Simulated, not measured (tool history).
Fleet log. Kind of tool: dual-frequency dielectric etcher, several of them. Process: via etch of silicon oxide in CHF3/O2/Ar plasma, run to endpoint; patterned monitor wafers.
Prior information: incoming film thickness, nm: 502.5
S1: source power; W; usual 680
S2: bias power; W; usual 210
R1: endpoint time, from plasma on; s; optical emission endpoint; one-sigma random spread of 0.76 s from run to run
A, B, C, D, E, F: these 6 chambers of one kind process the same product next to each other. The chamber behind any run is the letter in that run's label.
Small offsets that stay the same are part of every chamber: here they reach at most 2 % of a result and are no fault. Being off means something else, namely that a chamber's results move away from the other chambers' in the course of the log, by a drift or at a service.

run,hour,S1,S2,R1
1D,12.1,680,210,231.69
2C,19.5,680,210,233.71
3E,27.0,680,210,233.48
4F,40.7,680,210,231.14
5A,54.4,680,210,232.07
# hour 57.9: chamber C: wet clean of the chamber
6B,67.3,680,210,229.91
7B,76.2,680,210,230.12
8C,85.3,680,210,232.64
9F,92.9,680,210,230.83
# hour 97.4: chamber B: source power generator calibrated
10A,104.6,680,210,230.86
11E,111.8,680,210,232.97
12D,122.5,680,210,233.11
13B,130.4,680,210,229.56
14C,141.5,680,210,233.54
15F,152.5,680,210,232.05
16E,161.3,680,210,234.01
17D,170.2,680,210,236.31
18A,179.9,680,210,233.70
19C,190.8,620,256,225.57
20A,203.1,620,256,224.80
21E,213.3,620,256,224.93
22F,224.6,620,256,223.16
23D,238.3,620,256,229.58
24B,252.4,620,256,221.76
25B,261.9,680,210,228.72
# hour 267.6: chamber B: wet clean of the chamber
26D,273.9,680,210,237.20
27F,284.3,680,210,229.94
28A,290.6,680,210,232.75
29C,298.5,680,210,231.92
30E,308.0,680,210,232.75
31C,321.2,680,210,233.69
32A,335.3,680,210,232.26
# hour 340.9: chamber F: wet clean of the chamber
33B,343.2,680,210,230.03
34E,350.0,680,210,232.32
35F,364.3,680,210,231.34
# hour 369.5: chamber E: wet clean of the chamber
36D,375.5,680,210,240.78
37E,388.0,680,210,232.90

All chambers now run identical settings, listed one chamber a line with results as question marks. What results will each chamber show?
38A,398.3,680,210,?
38B,398.3,680,210,?
38C,398.3,680,210,?
38D,398.3,680,210,?
38E,398.3,680,210,?
38F,398.3,680,210,?

run,R1
38A,232.99
38B,228.87
38C,232.63
38D,239.92
38E,232.98
38F,230.51

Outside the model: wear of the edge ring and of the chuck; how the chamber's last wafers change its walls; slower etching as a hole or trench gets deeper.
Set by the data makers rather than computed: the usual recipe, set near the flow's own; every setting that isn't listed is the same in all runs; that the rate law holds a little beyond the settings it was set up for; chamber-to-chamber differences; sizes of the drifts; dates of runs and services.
